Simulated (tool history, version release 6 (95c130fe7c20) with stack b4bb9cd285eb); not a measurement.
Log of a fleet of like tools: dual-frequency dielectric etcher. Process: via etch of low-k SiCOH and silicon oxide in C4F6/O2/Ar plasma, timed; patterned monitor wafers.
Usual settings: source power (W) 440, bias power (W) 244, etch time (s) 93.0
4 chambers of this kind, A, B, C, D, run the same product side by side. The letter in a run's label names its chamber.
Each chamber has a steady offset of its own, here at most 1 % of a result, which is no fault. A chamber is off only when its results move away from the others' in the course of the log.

| run | day | source power (W) | bias power (W) | etch time (s) | hours since the last wet clean | hours since the last source power generator calibration | hours since the last bias power generator calibration | read-back reference wafer on the same gauge, depth_nm | mean etch depth across the wafer (nm) |
|---|---|---|---|---|---|---|---|---|---|
| 1A | 0.388 | 440 | 244 | 93.0 | 19.7 | 2670.5 | 1908.3 | 325.29 | 296.99 |
| 2D | 0.679 | 440 | 244 | 93.0 | 330.0 | 1461.3 | 2510.4 | 325.13 | 299.33 |
| 3C | 1.200 | 440 | 244 | 93.0 | 181.9 | 3724.6 | 4098.0 | 325.11 | 299.03 |
| 4B | 1.617 | 440 | 244 | 93.0 | 176.7 | 3928.1 | 1246.5 | 325.22 | 299.03 |
| 5C | 2.133 | 440 | 244 | 93.0 | 204.3 | 3747.0 | 4120.4 | 325.05 | 298.19 |
|  | 2.321 | chamber A: bias power generator calibrated |
| 6B | 2.408 | 440 | 244 | 93.0 | 195.7 | 3947.1 | 1265.5 | 324.73 | 296.44 |
| 7A | 2.825 | 440 | 244 | 93.0 | 78.2 | 2729.0 | 12.2 | 325.20 | 295.54 |
| 8D | 3.108 | 440 | 244 | 93.0 | 388.3 | 1519.6 | 2568.7 | 324.91 | 299.31 |
| 9B | 3.646 | 440 | 244 | 93.0 | 225.4 | 3976.8 | 1295.2 | 324.78 | 297.48 |
| 10D | 4.012 | 440 | 244 | 93.0 | 410.0 | 1541.3 | 2590.4 | 324.79 | 298.55 |
| 11A | 4.362 | 440 | 216 | 115.5 | 115.1 | 2765.9 | 49.1 | 324.99 | 350.97 |
| 12C | 4.788 | 440 | 216 | 115.5 | 268.0 | 3810.7 | 4184.1 | 324.94 | 355.24 |
| 13B | 5.279 | 440 | 216 | 115.5 | 264.6 | 4016.0 | 1334.4 | 325.11 | 353.56 |
| 14C | 5.529 | 440 | 216 | 115.5 | 285.8 | 3828.5 | 4201.9 | 325.21 | 352.51 |
|  | 5.892 | chamber C: source power generator calibrated |
| 15D | 5.946 | 440 | 244 | 68.5 | 456.4 | 1587.7 | 2636.8 | 324.76 | 220.89 |
| 16A | 6.454 | 440 | 244 | 68.5 | 165.3 | 2816.1 | 99.3 | 325.01 | 216.67 |
| 17C | 6.975 | 440 | 244 | 68.5 | 320.5 | 26.0 | 4236.6 | 324.62 | 215.84 |
| 18D | 7.354 | 440 | 244 | 68.5 | 490.2 | 1621.5 | 2670.6 | 324.86 | 219.30 |
|  | 7.662 | chamber D: wet clean of the chamber |
| 19A | 7.750 | 440 | 244 | 93.0 | 196.4 | 2847.2 | 130.4 | 325.01 | 297.60 |
| 20B | 8.121 | 440 | 244 | 93.0 | 332.8 | 4084.2 | 1402.6 | 325.05 | 297.13 |
| 21A | 8.646 | 440 | 244 | 93.0 | 217.9 | 2868.7 | 151.9 | 324.82 | 296.11 |
| 22B | 9.179 | 440 | 244 | 93.0 | 358.2 | 4109.6 | 1428.0 | 325.03 | 296.03 |
| 23D | 9.521 | 350 | 244 | 108.0 | 44.6 | 1673.5 | 2722.6 | 324.99 | 317.88 |
|  | 9.854 | chamber B: wet clean of the chamber |
| 24C | 9.912 | 350 | 244 | 108.0 | 391.0 | 96.5 | 4307.1 | 325.13 | 310.53 |
| 25A | 10.379 | 350 | 244 | 108.0 | 259.5 | 2910.3 | 193.5 | 324.91 | 314.94 |
| 26D | 10.804 | 350 | 244 | 108.0 | 75.4 | 1704.3 | 2753.4 | 325.23 | 319.31 |
| 27C | 11.104 | 440 | 244 | 93.0 | 419.6 | 125.1 | 4335.7 | 325.12 | 291.76 |
| 28B | 11.612 | 440 | 196 | 93.0 | 42.2 | 4168.0 | 1486.4 | 325.04 | 278.05 |
| 29A | 12.083 | 440 | 196 | 93.0 | 300.4 | 2951.2 | 234.4 | 325.17 | 273.83 |
| 30B | 12.496 | 440 | 196 | 93.0 | 63.4 | 4189.2 | 1507.6 | 324.97 | 276.62 |
| 31C | 12.788 | 440 | 196 | 93.0 | 460.0 | 165.5 | 4376.1 | 325.19 | 268.59 |
| 32D | 13.088 | 440 | 244 | 93.0 | 130.2 | 1759.1 | 2808.2 | 324.99 | 298.10 |
| 33D | 13.521 | 440 | 218 | 93.0 | 140.6 | 1769.5 | 2818.6 | 324.85 | 289.68 |
| 34B | 14.054 | 440 | 218 | 93.0 | 100.8 | 4226.6 | 1545.0 | 325.27 | 287.00 |
| 35A | 14.550 | 440 | 218 | 93.0 | 359.6 | 3010.4 | 293.6 | 324.88 | 285.80 |
| 36C | 15.071 | 440 | 218 | 93.0 | 514.8 | 220.3 | 4430.9 | 325.08 | 277.10 |
| 37A | 15.346 | 440 | 265 | 93.0 | 378.7 | 3029.5 | 312.7 | 325.06 | 304.68 |

Is one chamber off against the others, does the gauge drift, or is nothing wrong? If a chamber is off, say which, and what the likeliest cause is.

Chamber C drifts away from the others.
Cause: etch rate under this chamber's usual, % = 3.89.

Here are 4 candidates for chamber C's next run, each the usual settings with a change, their results left as question marks. Which one brings its results back in line with what the others give on the usual settings?
In line means no further than this from the other chambers' mean on the usual settings: mean etch depth across the wafer (nm) 3.90
| 38C-1 | 15.733 | 450 | 249 | 93.0 |  |  |  |  | ? |
| 38C-2 | 15.733 | 420 | 244 | 93.0 |  |  |  |  | ? |
| 38C-3 | 15.733 | 440 | 244 | 89.5 |  |  |  |  | ? |
| 38C-4 | 15.733 | 440 | 244 | 96.5 |  |  |  |  | ? |

The other chambers' mean on the usual settings: mean etch depth across the wafer (nm) 297.61
| run | mean etch depth across the wafer (nm) |
|---|---|
| 38C-1 | 290.93 |
| 38C-2 | 281.51 |
| 38C-3 | 275.74 |
| 38C-4 | 297.31 |
38C-4 brings the chamber back in line.
